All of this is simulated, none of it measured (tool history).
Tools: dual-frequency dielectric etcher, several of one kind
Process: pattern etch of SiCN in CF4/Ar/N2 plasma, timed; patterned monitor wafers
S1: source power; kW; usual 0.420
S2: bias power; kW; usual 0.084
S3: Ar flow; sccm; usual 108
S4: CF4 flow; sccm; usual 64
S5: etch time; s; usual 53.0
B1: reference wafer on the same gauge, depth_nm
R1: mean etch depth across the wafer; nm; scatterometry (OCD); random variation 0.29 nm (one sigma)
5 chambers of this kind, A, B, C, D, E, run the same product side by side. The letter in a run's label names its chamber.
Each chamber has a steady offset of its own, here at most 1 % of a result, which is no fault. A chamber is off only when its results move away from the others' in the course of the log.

run 1E hour=10.2 | S1=0.420 S2=0.084 S3=108 S4=64 S5=53.0 | B1=46.039 | R1=44.076
run 2B hour=20.4 | S1=0.420 S2=0.084 S3=108 S4=64 S5=53.0 | B1=45.960 | R1=44.526
run 3C hour=26.9 | S1=0.420 S2=0.084 S3=108 S4=64 S5=53.0 | B1=46.053 | R1=44.190
-- hour=30.1 chamber D: Ar flow controller replaced
run 4D hour=38.3 | S1=0.420 S2=0.084 S3=108 S4=64 S5=53.0 | B1=45.990 | R1=43.695
run 5A hour=48.5 | S1=0.420 S2=0.084 S3=108 S4=64 S5=53.0 | B1=46.061 | R1=44.078
run 6A hour=56.6 | S1=0.420 S2=0.084 S3=108 S4=64 S5=53.0 | B1=45.978 | R1=43.883
run 7E hour=63.1 | S1=0.420 S2=0.084 S3=108 S4=64 S5=53.0 | B1=45.932 | R1=43.956
run 8B hour=76.6 | S1=0.420 S2=0.084 S3=108 S4=64 S5=53.0 | B1=45.995 | R1=44.429
run 9D hour=85.0 | S1=0.420 S2=0.084 S3=108 S4=64 S5=53.0 | B1=45.993 | R1=43.988
run 10C hour=92.7 | S1=0.380 S2=0.084 S3=108 S4=64 S5=53.0 | B1=46.016 | R1=40.703
run 11C hour=104.9 | S1=0.380 S2=0.084 S3=108 S4=64 S5=53.0 | B1=46.052 | R1=41.008
run 12E hour=114.5 | S1=0.380 S2=0.084 S3=108 S4=64 S5=53.0 | B1=46.052 | R1=40.717
run 13D hour=125.4 | S1=0.380 S2=0.084 S3=108 S4=64 S5=53.0 | B1=46.021 | R1=39.764
-- hour=129.1 chamber E: wet clean of the chamber
run 14A hour=139.0 | S1=0.380 S2=0.084 S3=108 S4=64 S5=53.0 | B1=46.028 | R1=40.039
run 15B hour=149.9 | S1=0.420 S2=0.084 S3=108 S4=64 S5=53.0 | B1=46.057 | R1=45.096
run 16C hour=161.5 | S1=0.420 S2=0.084 S3=108 S4=64 S5=53.0 | B1=45.975 | R1=44.833
run 17A hour=173.2 | S1=0.420 S2=0.084 S3=108 S4=57 S5=53.0 | B1=46.016 | R1=43.820
run 18E hour=183.2 | S1=0.420 S2=0.084 S3=108 S4=57 S5=53.0 | B1=45.937 | R1=43.348
-- hour=183.3 chamber D: bias power generator calibrated
run 19B hour=189.6 | S1=0.420 S2=0.084 S3=108 S4=57 S5=53.0 | B1=45.969 | R1=43.407
run 20D hour=202.8 | S1=0.420 S2=0.084 S3=108 S4=57 S5=53.0 | B1=46.043 | R1=42.472
run 21B hour=212.4 | S1=0.420 S2=0.084 S3=108 S4=57 S5=53.0 | B1=45.952 | R1=44.479
run 22C hour=221.9 | S1=0.420 S2=0.084 S3=108 S4=64 S5=53.0 | B1=45.981 | R1=44.733
run 23D hour=231.9 | S1=0.420 S2=0.084 S3=108 S4=64 S5=53.0 | B1=45.952 | R1=43.432
run 24E hour=239.0 | S1=0.420 S2=0.084 S3=108 S4=64 S5=53.0 | B1=45.973 | R1=43.751
run 25A hour=245.3 | S1=0.420 S2=0.084 S3=108 S4=64 S5=68.0 | B1=46.042 | R1=57.227
run 26C hour=255.3 | S1=0.420 S2=0.084 S3=108 S4=64 S5=68.0 | B1=46.050 | R1=56.939
run 27D hour=265.9 | S1=0.420 S2=0.084 S3=108 S4=64 S5=68.0 | B1=45.970 | R1=54.455
run 28B hour=276.9 | S1=0.420 S2=0.084 S3=108 S4=64 S5=68.0 | B1=46.005 | R1=56.537
run 29A hour=285.4 | S1=0.420 S2=0.084 S3=108 S4=64 S5=68.0 | B1=46.003 | R1=57.106
run 30E hour=298.1 | S1=0.420 S2=0.084 S3=108 S4=64 S5=53.0 | B1=46.002 | R1=43.808
run 31D hour=311.4 | S1=0.420 S2=0.084 S3=108 S4=64 S5=60.5 | B1=45.874 | R1=48.343
run 32C hour=324.4 | S1=0.420 S2=0.084 S3=108 S4=64 S5=60.5 | B1=46.020 | R1=50.808
run 33E hour=335.3 | S1=0.420 S2=0.084 S3=108 S4=64 S5=60.5 | B1=45.981 | R1=49.483
run 34B hour=344.8 | S1=0.420 S2=0.084 S3=108 S4=64 S5=60.5 | B1=45.991 | R1=50.743
run 35A hour=351.3 | S1=0.420 S2=0.084 S3=108 S4=64 S5=60.5 | B1=45.982 | R1=51.103
run 36C hour=360.9 | S1=0.420 S2=0.084 S3=108 S4=64 S5=53.0 | B1=45.957 | R1=44.362
run 37D hour=369.3 | S1=0.500 S2=0.084 S3=108 S4=64 S5=53.0 | B1=46.030 | R1=48.846
run 38B hour=378.1 | S1=0.500 S2=0.084 S3=108 S4=64 S5=53.0 | B1=46.053 | R1=51.779
run 39E hour=387.8 | S1=0.500 S2=0.084 S3=108 S4=64 S5=53.0 | B1=45.951 | R1=50.992
run 40A hour=395.9 | S1=0.500 S2=0.084 S3=108 S4=64 S5=53.0 | B1=45.874 | R1=51.510

What goes on in this fleet: one chamber off, a drifting gauge, or nothing beyond the chambers' own small offsets? Name the chamber and the cause, if any.

Chamber D drifts away from the others.
Cause: etch rate under this chamber's usual, % = 5.4.
The log may not tell that from: source power that arrives under what is set, %.

Here are 4 candidates for chamber D's next run, each the usual settings with a change, their results left as question marks. Which one brings its results back in line with what the others give on the usual settings?
In line means no further than this from the other chambers' mean on the usual settings: R1 1.000 nm
run 41D-1 hour=405.7 | S1=0.420 S2=0.084 S3=109 S4=64 S5=49.5 | R1=?
run 41D-2 hour=405.7 | S1=0.450 S2=0.086 S3=107 S4=64 S5=53.0 | R1=?
run 41D-3 hour=405.7 | S1=0.420 S2=0.084 S3=108 S4=64 S5=54.0 | R1=?
run 41D-4 hour=405.7 | S1=0.420 S2=0.084 S3=108 S4=64 S5=51.5 | R1=?

The other chambers' mean on the usual settings: R1 44.401 nm
run=41D-1 R1=38.769
run=41D-2 R1=44.633
run=41D-3 R1=42.352
run=41D-4 R1=40.391
41D-2 brings the chamber back in line.

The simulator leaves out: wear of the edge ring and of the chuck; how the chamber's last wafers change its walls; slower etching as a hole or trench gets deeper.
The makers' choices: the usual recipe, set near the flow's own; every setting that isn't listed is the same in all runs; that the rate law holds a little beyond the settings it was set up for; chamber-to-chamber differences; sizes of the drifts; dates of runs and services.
